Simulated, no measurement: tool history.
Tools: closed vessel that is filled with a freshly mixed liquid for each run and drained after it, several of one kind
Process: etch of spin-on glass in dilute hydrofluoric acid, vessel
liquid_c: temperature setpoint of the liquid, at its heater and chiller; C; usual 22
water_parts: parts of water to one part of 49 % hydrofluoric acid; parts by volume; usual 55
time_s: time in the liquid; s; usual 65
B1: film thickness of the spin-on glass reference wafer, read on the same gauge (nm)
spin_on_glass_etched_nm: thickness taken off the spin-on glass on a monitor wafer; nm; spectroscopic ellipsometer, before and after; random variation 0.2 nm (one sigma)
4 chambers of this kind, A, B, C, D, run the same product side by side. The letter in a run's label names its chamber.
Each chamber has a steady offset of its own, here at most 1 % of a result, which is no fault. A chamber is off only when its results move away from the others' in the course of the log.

Run 1C, day 0.096: usual settings; B1 110.02. Result: spin_on_glass_etched_nm 51.696 nm.
At day 0.221: chamber D: thermometer replaced.
Run 2D, day 0.279: usual settings; B1 110.01. Result: spin_on_glass_etched_nm 52.096 nm.
Run 3A, day 0.383: usual settings; B1 109.97. Result: spin_on_glass_etched_nm 52.029 nm.
Run 4B, day 0.542: usual settings; B1 110.03. Result: spin_on_glass_etched_nm 52.122 nm.
Run 5C, day 0.667: usual settings; B1 109.98. Result: spin_on_glass_etched_nm 51.497 nm.
Run 6B, day 0.792: usual settings; B1 109.97. Result: spin_on_glass_etched_nm 52.359 nm.
Run 7A, day 0.979: usual settings but water_parts 25 parts by volume; B1 109.97. Result: spin_on_glass_etched_nm 115.160 nm.
Run 8D, day 1.079: usual settings but water_parts 25 parts by volume; B1 109.98. Result: spin_on_glass_etched_nm 120.650 nm.
Run 9A, day 1.208: usual settings but water_parts 25 parts by volume; B1 110.00. Result: spin_on_glass_etched_nm 116.050 nm.
Run 10D, day 1.375: usual settings but water_parts 25 parts by volume; B1 110.06. Result: spin_on_glass_etched_nm 120.420 nm.
Run 11C, day 1.471: usual settings but liquid_c 24 C; B1 109.97. Result: spin_on_glass_etched_nm 55.826 nm.
Run 12B, day 1.596: usual settings but liquid_c 24 C; B1 109.98. Result: spin_on_glass_etched_nm 57.365 nm.
Run 13C, day 1.742: usual settings but liquid_c 24 C; B1 109.98. Result: spin_on_glass_etched_nm 55.927 nm.
Run 14D, day 1.854: usual settings but liquid_c 24 C; B1 109.98. Result: spin_on_glass_etched_nm 56.708 nm.
Run 15A, day 1.996: usual settings; B1 109.99. Result: spin_on_glass_etched_nm 52.016 nm.
Run 16B, day 2.171: usual settings; B1 110.01. Result: spin_on_glass_etched_nm 53.361 nm.
Run 17B, day 2.325: usual settings; B1 110.04. Result: spin_on_glass_etched_nm 53.177 nm.
Run 18D, day 2.458: usual settings; B1 109.98. Result: spin_on_glass_etched_nm 52.303 nm.
Run 19C, day 2.617: usual settings; B1 109.98. Result: spin_on_glass_etched_nm 51.441 nm.
Run 20A, day 2.796: usual settings but water_parts 70 parts by volume, time_s 30 s; B1 109.98. Result: spin_on_glass_etched_nm 18.462 nm.
Run 21B, day 2.975: usual settings but water_parts 70 parts by volume, time_s 30 s; B1 110.00. Result: spin_on_glass_etched_nm 18.968 nm.
Run 22D, day 3.104: usual settings but water_parts 70 parts by volume, time_s 30 s; B1 109.98. Result: spin_on_glass_etched_nm 18.447 nm.
Run 23A, day 3.217: usual settings but water_parts 70 parts by volume, time_s 30 s; B1 109.97. Result: spin_on_glass_etched_nm 18.422 nm.
Run 24C, day 3.388: usual settings; B1 110.01. Result: spin_on_glass_etched_nm 51.923 nm.
Run 25D, day 3.525: usual settings; B1 110.02. Result: spin_on_glass_etched_nm 52.174 nm.

Is one chamber off against the others, does the gauge drift, or is nothing wrong? If a chamber is off, say which, and what the likeliest cause is.

Chamber B drifts away from the others.
Cause: hydrofluoric acid flow above the setpoint (%) = 3.84.
The log may not tell that from: liquid hotter than its thermometer reads (K).

Here are 4 candidates for chamber B's next run, each the usual settings with a change, their results left as question marks. Which one brings its results back in line with what the others give on the usual settings?
In line means no further than this from the other chambers' mean on the usual settings: spin_on_glass_etched_nm 0.690 nm
Run 26B-1, day 3.679: usual settings but liquid_c 21.5 C. Result: spin_on_glass_etched_nm ?.
Run 26B-2, day 3.679: usual settings but liquid_c 22.5 C. Result: spin_on_glass_etched_nm ?.
Run 26B-3, day 3.679: usual settings but liquid_c 21.0 C. Result: spin_on_glass_etched_nm ?.
Run 26B-4, day 3.679: usual settings but liquid_c 23.0 C. Result: spin_on_glass_etched_nm ?.

The other chambers' mean on the usual settings: spin_on_glass_etched_nm 51.854 nm
  run  spin_on_glass_etched_nm
26B-1                   53.197
26B-2                   55.463
26B-3                   52.114
26B-4                   56.602
26B-3 brings the chamber back in line.
